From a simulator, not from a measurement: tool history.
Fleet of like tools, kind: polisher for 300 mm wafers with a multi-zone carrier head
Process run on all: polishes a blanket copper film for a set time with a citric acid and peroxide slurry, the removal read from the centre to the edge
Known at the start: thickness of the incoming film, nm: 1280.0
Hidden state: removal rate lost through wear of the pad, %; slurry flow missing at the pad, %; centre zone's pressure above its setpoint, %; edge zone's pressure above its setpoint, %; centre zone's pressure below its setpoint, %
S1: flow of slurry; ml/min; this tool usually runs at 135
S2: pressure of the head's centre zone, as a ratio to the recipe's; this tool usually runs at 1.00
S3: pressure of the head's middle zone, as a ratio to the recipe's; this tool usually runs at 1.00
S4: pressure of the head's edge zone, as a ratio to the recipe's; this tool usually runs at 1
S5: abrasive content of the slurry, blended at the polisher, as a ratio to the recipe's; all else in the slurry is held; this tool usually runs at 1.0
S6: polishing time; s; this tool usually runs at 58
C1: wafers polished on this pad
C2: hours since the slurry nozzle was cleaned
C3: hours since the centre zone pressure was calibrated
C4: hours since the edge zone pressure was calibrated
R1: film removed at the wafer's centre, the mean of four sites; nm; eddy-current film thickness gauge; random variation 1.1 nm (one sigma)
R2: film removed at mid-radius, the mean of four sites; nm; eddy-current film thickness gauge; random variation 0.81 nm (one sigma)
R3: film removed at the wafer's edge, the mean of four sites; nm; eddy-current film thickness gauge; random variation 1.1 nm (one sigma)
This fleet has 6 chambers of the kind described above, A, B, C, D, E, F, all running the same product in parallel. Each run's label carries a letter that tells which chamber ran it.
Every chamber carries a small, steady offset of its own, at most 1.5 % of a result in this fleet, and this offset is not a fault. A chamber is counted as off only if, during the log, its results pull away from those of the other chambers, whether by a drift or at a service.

run 1D hour=7.2 | S1=135 S2=1.00 S3=1.00 S4=1 S5=1.0 S6=58 | C1=517 C2=665.2 C3=388.4 C4=851.3 | R1=89.255 R2=90.390 R3=91.035
-- hour=14.7 chamber E: worn pad replaced by a new one
run 2A hour=17.1 | S1=135 S2=1.00 S3=1.00 S4=1 S5=1.0 S6=58 | C1=734 C2=327.0 C3=835.7 C4=819.2 | R1=91.583 R2=90.804 R3=92.193
run 3B hour=22.8 | S1=135 S2=1.00 S3=1.00 S4=1 S5=1.0 S6=58 | C1=405 C2=208.0 C3=168.5 C4=347.5 | R1=90.074 R2=92.324 R3=90.421
-- hour=28.5 chamber C: worn pad replaced by a new one
run 4E hour=31.4 | S1=135 S2=1.00 S3=1.00 S4=1 S5=1.0 S6=58 | C1=123 C2=79.0 C3=377.1 C4=250.7 | R1=91.547 R2=90.898 R3=90.202
run 5F hour=37.1 | S1=135 S2=1.00 S3=0.94 S4=1 S5=1.0 S6=58 | C1=1429 C2=220.5 C3=173.3 C4=509.6 | R1=93.530 R2=87.171 R3=88.819
run 6C hour=46.9 | S1=135 S2=1.00 S3=0.94 S4=1 S5=1.0 S6=58 | C1=136 C2=186.0 C3=1243.9 C4=256.1 | R1=90.597 R2=87.020 R3=90.388
-- hour=49.6 chamber D: worn pad replaced by a new one
-- hour=50.2 chamber B: slurry nozzle cleaned
run 7E hour=55.8 | S1=135 S2=1.00 S3=0.94 S4=1 S5=1.0 S6=58 | C1=303 C2=103.4 C3=401.5 C4=275.1 | R1=91.028 R2=84.772 R3=90.153
-- hour=57.4 chamber F: worn pad replaced by a new one
run 8F hour=60.2 | S1=135 S2=1.00 S3=0.94 S4=1 S5=1.0 S6=58 | C1=20 C2=243.6 C3=196.4 C4=532.7 | R1=91.874 R2=85.472 R3=89.297
-- hour=61.7 chamber D: edge zone pressure recalibrated
run 9B hour=64.9 | S1=135 S2=1.00 S3=0.94 S4=1 S5=1.0 S6=58 | C1=715 C2=14.8 C3=210.6 C4=389.6 | R1=91.287 R2=86.330 R3=90.152
run 10A hour=73.8 | S1=135 S2=1.00 S3=0.94 S4=1 S5=1.0 S6=58 | C1=1152 C2=383.7 C3=892.4 C4=875.9 | R1=89.798 R2=85.982 R3=91.213
run 11C hour=83.1 | S1=135 S2=1.00 S3=1.00 S4=1 S5=1.0 S6=58 | C1=403 C2=222.2 C3=1280.1 C4=292.3 | R1=89.642 R2=91.917 R3=89.465
run 12D hour=89.5 | S1=135 S2=1.00 S3=1.00 S4=1 S5=1.0 S6=58 | C1=294 C2=747.5 C3=470.7 C4=27.8 | R1=89.903 R2=90.489 R3=90.886
-- hour=95.8 chamber A: edge zone pressure recalibrated
-- hour=98.7 chamber D: slurry nozzle cleaned
run 13E hour=99.3 | S1=135 S2=1.00 S3=1.00 S4=1 S5=1.0 S6=58 | C1=624 C2=146.9 C3=445.0 C4=318.6 | R1=91.527 R2=90.386 R3=91.892
-- hour=100.9 chamber C: worn pad replaced by a new one
run 14C hour=108.3 | S1=135 S2=1.00 S3=1.00 S4=1 S5=1.1 S6=58 | C1=55 C2=247.4 C3=1305.3 C4=317.5 | R1=92.938 R2=93.767 R3=90.525
-- hour=113.1 chamber A: worn pad replaced by a new one
-- hour=114.9 chamber E: worn pad replaced by a new one
run 15A hour=114.9 | S1=135 S2=1.00 S3=1.00 S4=1 S5=1.1 S6=58 | C1=13 C2=424.8 C3=933.5 C4=19.2 | R1=90.647 R2=92.429 R3=92.294
run 16F hour=124.0 | S1=135 S2=1.00 S3=1.00 S4=1 S5=1.1 S6=58 | C1=491 C2=307.4 C3=260.2 C4=596.5 | R1=92.374 R2=92.397 R3=91.902
-- hour=131.0 chamber A: centre zone pressure recalibrated
run 17D hour=132.3 | S1=135 S2=1.00 S3=1.00 S4=1 S5=1.1 S6=58 | C1=609 C2=33.7 C3=513.5 C4=70.6 | R1=91.700 R2=92.631 R3=93.164
-- hour=133.9 chamber B: worn pad replaced by a new one
run 18B hour=136.9 | S1=135 S2=1.00 S3=1.00 S4=1 S5=1.1 S6=58 | C1=22 C2=86.8 C3=282.6 C4=461.6 | R1=93.259 R2=94.192 R3=92.436
run 19D hour=145.2 | S1=135 S2=1.00 S3=1.00 S4=1 S5=1.1 S6=58 | C1=704 C2=46.6 C3=526.4 C4=83.5 | R1=92.759 R2=91.986 R3=95.039
-- hour=150.9 chamber D: worn pad replaced by a new one
run 20B hour=153.8 | S1=135 S2=1.00 S3=1.00 S4=1 S5=1.0 S6=58 | C1=147 C2=103.7 C3=299.5 C4=478.5 | R1=90.278 R2=91.311 R3=93.104
run 21E hour=163.2 | S1=135 S2=1.00 S3=1.00 S4=1 S5=1.0 S6=58 | C1=356 C2=210.8 C3=508.9 C4=382.5 | R1=89.118 R2=91.534 R3=90.775
run 22C hour=167.7 | S1=135 S2=1.00 S3=1.00 S4=1 S5=1.0 S6=58 | C1=493 C2=306.8 C3=1364.7 C4=376.9 | R1=89.984 R2=91.931 R3=90.864
run 23F hour=173.2 | S1=135 S2=1.00 S3=1.00 S4=1 S5=1.0 S6=58 | C1=853 C2=356.6 C3=309.4 C4=645.7 | R1=91.296 R2=91.703 R3=92.229
-- hour=180.1 chamber F: slurry nozzle cleaned
run 24A hour=182.9 | S1=135 S2=1.00 S3=1.00 S4=1 S5=1.0 S6=58 | C1=514 C2=492.8 C3=51.9 C4=87.2 | R1=86.938 R2=86.564 R3=87.683
run 25A hour=190.6 | S1=135 S2=1.00 S3=1.00 S4=1 S5=1.0 S6=58 | C1=571 C2=500.5 C3=59.6 C4=94.9 | R1=86.137 R2=86.759 R3=88.079
-- hour=193.2 chamber C: worn pad replaced by a new one
run 26B hour=198.8 | S1=135 S2=1.00 S3=1.00 S4=1 S5=1.0 S6=58 | C1=478 C2=148.7 C3=344.5 C4=523.5 | R1=90.959 R2=90.346 R3=90.569
run 27D hour=203.4 | S1=135 S2=1.00 S3=1.04 S4=1 S5=0.9 S6=58 | C1=387 C2=104.8 C3=584.6 C4=141.7 | R1=89.473 R2=92.575 R3=89.633
run 28C hour=210.8 | S1=135 S2=1.00 S3=1.04 S4=1 S5=0.9 S6=58 | C1=130 C2=349.9 C3=1407.8 C4=420.0 | R1=87.744 R2=92.572 R3=89.143
run 29F hour=219.6 | S1=135 S2=1.00 S3=1.04 S4=1 S5=0.9 S6=58 | C1=1195 C2=39.5 C3=355.8 C4=692.1 | R1=90.518 R2=92.457 R3=87.695
-- hour=221.5 chamber F: worn pad replaced by a new one
-- hour=224.1 chamber C: slurry nozzle cleaned
run 30E hour=227.7 | S1=135 S2=1.00 S3=1.04 S4=1 S5=0.9 S6=58 | C1=831 C2=275.3 C3=573.4 C4=447.0 | R1=88.561 R2=91.103 R3=91.347
-- hour=232.1 chamber C: centre zone pressure recalibrated
run 31B hour=237.9 | S1=135 S2=1.00 S3=1.04 S4=1 S5=0.9 S6=58 | C1=767 C2=187.8 C3=383.6 C4=562.6 | R1=90.074 R2=93.124 R3=88.072
-- hour=239.1 chamber E: worn pad replaced by a new one
run 32E hour=243.6 | S1=135 S2=1.00 S3=1.04 S4=1 S5=0.9 S6=58 | C1=33 C2=291.2 C3=589.3 C4=462.9 | R1=87.687 R2=92.940 R3=90.880
run 33F hour=253.8 | S1=135 S2=0.93 S3=1.00 S4=1 S5=1.0 S6=58 | C1=238 C2=73.7 C3=390.0 C4=726.3 | R1=85.077 R2=93.446 R3=88.342
run 34C hour=259.6 | S1=135 S2=0.93 S3=1.00 S4=1 S5=1.0 S6=58 | C1=490 C2=35.5 C3=27.5 C4=468.8 | R1=83.588 R2=89.917 R3=92.446
run 35D hour=264.9 | S1=135 S2=0.93 S3=1.00 S4=1 S5=1.0 S6=58 | C1=840 C2=166.3 C3=646.1 C4=203.2 | R1=81.129 R2=90.149 R3=92.577
-- hour=270.3 chamber D: worn pad replaced by a new one
run 36A hour=270.9 | S1=135 S2=0.93 S3=1.00 S4=1 S5=1.0 S6=58 | C1=1163 C2=580.8 C3=139.9 C4=175.2 | R1=74.993 R2=83.436 R3=85.485
-- hour=277.6 chamber D: centre zone pressure recalibrated
run 37A hour=278.6 | S1=135 S2=0.93 S3=1.00 S4=1 S5=1.0 S6=58 | C1=1220 C2=588.5 C3=147.6 C4=182.9 | R1=74.314 R2=82.037 R3=83.331
run 38D hour=287.8 | S1=135 S2=0.93 S3=1.00 S4=1 S5=1.0 S6=58 | C1=129 C2=189.2 C3=10.3 C4=226.1 | R1=83.354 R2=90.293 R3=93.370

All chambers now run identical settings, listed one chamber a line with results as question marks. What results will each chamber show?
run 39A hour=295.2 | S1=135 S2=1.00 S3=1.00 S4=1 S5=1.0 S6=58 | R1=? R2=? R3=?
run 39B hour=295.2 | S1=135 S2=1.00 S3=1.00 S4=1 S5=1.0 S6=58 | R1=? R2=? R3=?
run 39C hour=295.2 | S1=135 S2=1.00 S3=1.00 S4=1 S5=1.0 S6=58 | R1=? R2=? R3=?
run 39D hour=295.2 | S1=135 S2=1.00 S3=1.00 S4=1 S5=1.0 S6=58 | R1=? R2=? R3=?
run 39E hour=295.2 | S1=135 S2=1.00 S3=1.00 S4=1 S5=1.0 S6=58 | R1=? R2=? R3=?
run 39F hour=295.2 | S1=135 S2=1.00 S3=1.00 S4=1 S5=1.0 S6=58 | R1=? R2=? R3=?

run=39A R1=80.354 R2=82.559 R3=83.018
run=39B R1=90.373 R2=92.257 R3=89.339
run=39C R1=91.773 R2=91.189 R3=92.405
run=39D R1=89.181 R2=90.040 R3=90.366
run=39E R1=89.054 R2=90.945 R3=92.338
run=39F R1=90.615 R2=90.664 R3=91.691

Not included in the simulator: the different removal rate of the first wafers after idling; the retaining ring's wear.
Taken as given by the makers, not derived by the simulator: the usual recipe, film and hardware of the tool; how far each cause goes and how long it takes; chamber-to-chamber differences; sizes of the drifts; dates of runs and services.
